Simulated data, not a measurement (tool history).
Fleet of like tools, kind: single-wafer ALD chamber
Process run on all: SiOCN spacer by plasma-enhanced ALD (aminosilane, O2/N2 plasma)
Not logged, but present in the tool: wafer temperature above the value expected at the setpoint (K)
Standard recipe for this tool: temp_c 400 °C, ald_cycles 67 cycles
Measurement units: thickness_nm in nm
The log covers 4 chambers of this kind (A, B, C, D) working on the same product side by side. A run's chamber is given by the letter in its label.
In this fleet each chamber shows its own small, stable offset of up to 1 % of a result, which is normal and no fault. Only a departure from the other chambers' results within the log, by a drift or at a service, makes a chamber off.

run   hour  temp_c  ald_cycles  hours since the last thermocouple change  read-back reference wafer on the same gauge, thickness_nm  thickness_nm
 1B      6     400          67                                    1294.9                                                     4.6882        4.0712
 2A   16.5     400          67                                     743.2                                                     4.6912        4.0112
      23.6  -- chamber B: thermocouple changed; heater temperature recalibrated
 3D   25.1     400          67                                    1206.8                                                     4.6925        4.1011
 4C   33.4     400          67                                     273.5                                                     4.6895        4.0558
 5B   40.1     400          67                                      16.5                                                     4.6918        4.0891
 6D   46.9     400          67                                    1228.6                                                     4.6908        4.0747
 7C   54.7     400          67                                     294.8                                                     4.6885        4.0184
 8A   64.9     400          67                                     791.6                                                     4.6877        3.9952
 9B   73.1     400          67                                      49.5                                                     4.6864        4.0668
10A   83.3     400          67                                       810                                                     4.6898        4.0105
11C     93     400          67                                     333.1                                                     4.6892        4.0342
12D  102.7     400          67                                    1284.4                                                     4.6913        4.0717
13A  109.1     400          67                                     835.8                                                     4.6889        4.0119
14C  119.9     400          67                                       360                                                     4.6883        4.0203
15D  128.1     400          67                                    1309.8                                                     4.6888        4.0664
16B  136.8     400          67                                     113.2                                                     4.6929        4.0668
17D  141.7     400          67                                    1323.4                                                     4.6894        4.0735
18C  146.9     400          67                                       387                                                     4.6876        4.0227
19A  155.6     400          67                                     882.3                                                     4.6877        4.0136
20B  166.2     400          67                                     142.6                                                     4.6915        4.0674
21A  171.6     408          67                                     898.3                                                     4.6922        3.9084
22C  178.7     408          67                                     418.8                                                     4.6913         3.926
23D  186.5     408          67                                    1368.2                                                     4.6898        3.9791
24B  191.9     408          67                                     168.3                                                     4.6856        3.9731
25B  199.6     400          67                                       176                                                     4.6906        4.0761
26A  205.5     400          67                                     932.2                                                     4.6917        4.0241
27D  213.9     400          67                                    1395.6                                                     4.6899         4.066
28C  221.4     400          67                                     461.5                                                     4.6915        4.0378
29B  228.2     389          56                                     204.6                                                     4.6908        3.4135
30D  238.1     389          56                                    1419.8                                                     4.6889        3.4036
31C  248.4     389          56                                     488.5                                                     4.6877        3.3731
32A  256.6     389          56                                     983.3                                                     4.6906        3.3582
33C  261.8     400          63                                     501.9                                                     4.6901        3.8066
34B    267     400          63                                     243.4                                                     4.6901        3.8313
35A  277.5     400          63                                    1004.2                                                     4.6893         3.769

What goes on in this fleet: one chamber off, a drifting gauge, or nothing beyond the chambers' own small offsets? Name the chamber and the cause, if any.

Nothing is wrong: each chamber keeps only its own small, steady offset and the gauge holds still.
